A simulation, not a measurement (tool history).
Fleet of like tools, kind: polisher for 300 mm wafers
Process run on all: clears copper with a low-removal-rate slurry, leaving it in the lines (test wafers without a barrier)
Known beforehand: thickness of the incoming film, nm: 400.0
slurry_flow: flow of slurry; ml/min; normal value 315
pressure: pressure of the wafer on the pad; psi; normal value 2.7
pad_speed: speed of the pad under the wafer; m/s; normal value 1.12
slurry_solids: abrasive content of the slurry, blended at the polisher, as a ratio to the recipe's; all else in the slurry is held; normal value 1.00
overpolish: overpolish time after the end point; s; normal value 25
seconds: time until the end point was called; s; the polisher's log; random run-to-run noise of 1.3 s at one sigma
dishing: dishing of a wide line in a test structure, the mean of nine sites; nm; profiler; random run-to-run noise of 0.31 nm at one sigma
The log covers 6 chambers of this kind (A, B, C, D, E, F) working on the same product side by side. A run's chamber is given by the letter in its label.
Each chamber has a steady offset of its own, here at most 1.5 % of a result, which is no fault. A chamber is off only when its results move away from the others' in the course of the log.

run,hour,slurry_flow,pressure,pad_speed,slurry_solids,overpolish,seconds,dishing
# hour 1.6: chamber D: worn pad replaced by a new one
# hour 5.4: chamber C: worn pad replaced by a new one
1B,6.4,315,2.7,1.12,1.00,25,141.98,27.844
2A,13.0,315,2.7,1.12,1.00,25,144.01,28.319
3E,19.9,315,2.7,1.12,1.00,25,143.98,26.712
# hour 22.7: chamber F: slurry nozzle cleaned
# hour 22.9: chamber D: head pressure recalibrated
4D,23.1,315,2.7,1.12,1.00,25,145.53,27.487
5F,28.4,315,2.7,1.12,1.00,25,146.01,27.154
6C,33.1,315,2.7,1.12,1.00,25,144.21,27.152
# hour 35.1: chamber C: head pressure recalibrated
7E,37.6,315,2.7,1.12,1.00,25,144.00,27.141
8C,41.0,315,2.7,1.12,1.00,25,144.96,27.451
9F,44.2,315,2.7,1.12,1.00,25,144.14,26.697
10D,49.4,315,2.7,1.12,1.00,25,144.37,27.344
11A,53.6,315,2.7,1.12,1.00,25,145.90,26.605
# hour 56.3: chamber A: slurry nozzle cleaned
12B,59.9,315,2.7,1.12,1.00,25,142.79,26.655
# hour 60.0: chamber B: worn pad replaced by a new one
13D,63.4,315,2.7,1.12,1.15,25,139.18,27.602
# hour 66.4: chamber E: slurry nozzle cleaned
14F,66.4,315,2.7,1.12,1.15,25,140.28,27.795
15B,72.9,315,2.7,1.12,1.15,25,136.45,27.604
16A,79.4,315,2.7,1.12,1.15,25,136.84,27.881
# hour 80.9: chamber A: head pressure recalibrated
# hour 81.3: chamber D: slurry nozzle cleaned
17C,83.0,315,2.7,1.12,1.15,25,140.62,27.250
18E,87.4,315,2.7,1.12,1.15,25,139.80,27.205
# hour 87.9: chamber F: worn pad replaced by a new one
19B,91.8,315,2.7,1.12,1.00,25,141.68,27.328
# hour 92.8: chamber C: slurry blender recalibrated
# hour 95.0: chamber F: head pressure recalibrated
20A,96.5,315,2.7,1.12,1.00,25,144.92,27.395
21F,100.1,315,2.7,1.12,1.00,25,145.25,27.597
# hour 103.1: chamber F: slurry blender recalibrated
22E,105.5,315,2.7,1.12,1.00,25,144.13,26.789
23D,111.0,315,2.7,1.12,1.00,25,143.34,26.955
24C,115.9,315,2.7,1.12,1.00,25,146.21,26.692
# hour 119.0: chamber C: slurry nozzle cleaned
25D,119.7,315,2.7,1.12,1.00,25,144.57,27.035
# hour 121.1: chamber A: slurry blender recalibrated
# hour 122.2: chamber C: worn pad replaced by a new one
26B,122.7,315,2.7,1.12,1.00,25,141.70,27.611
# hour 124.4: chamber B: slurry nozzle cleaned
27F,127.4,315,2.7,1.12,1.00,25,143.20,27.216
28E,132.2,315,2.7,1.12,1.00,25,142.45,27.083
29A,138.5,315,2.7,1.12,1.00,25,143.52,27.337
30C,143.1,225,2.7,0.72,1.00,25,231.13,21.714
31B,149.2,225,2.7,0.72,1.00,25,230.87,21.311
32A,154.7,225,2.7,0.72,1.00,25,232.07,22.175
33F,158.0,225,2.7,0.72,1.00,25,235.85,21.413
34C,162.9,225,2.7,0.72,1.00,25,232.70,21.533
35D,168.6,225,2.7,0.72,1.00,25,232.10,21.893
# hour 172.9: chamber E: slurry blender recalibrated
36E,175.4,315,2.7,1.12,1.00,25,144.05,27.212
37B,181.9,315,2.7,1.12,1.10,25,139.80,26.833
38F,186.9,315,2.7,1.12,1.10,25,142.59,27.031

All 6 chambers run these settings next. Forecast each chamber's results:
39A,191.9,315,2.7,1.12,1.20,25,?,?
39B,191.9,315,2.7,1.12,1.20,25,?,?
39C,191.9,315,2.7,1.12,1.20,25,?,?
39D,191.9,315,2.7,1.12,1.20,25,?,?
39E,191.9,315,2.7,1.12,1.20,25,?,?
39F,191.9,315,2.7,1.12,1.20,25,?,?

run,seconds,dishing
39A,139.91,27.842
39B,134.86,27.569
39C,140.36,27.652
39D,139.49,27.765
39E,139.50,27.501
39F,138.89,27.841
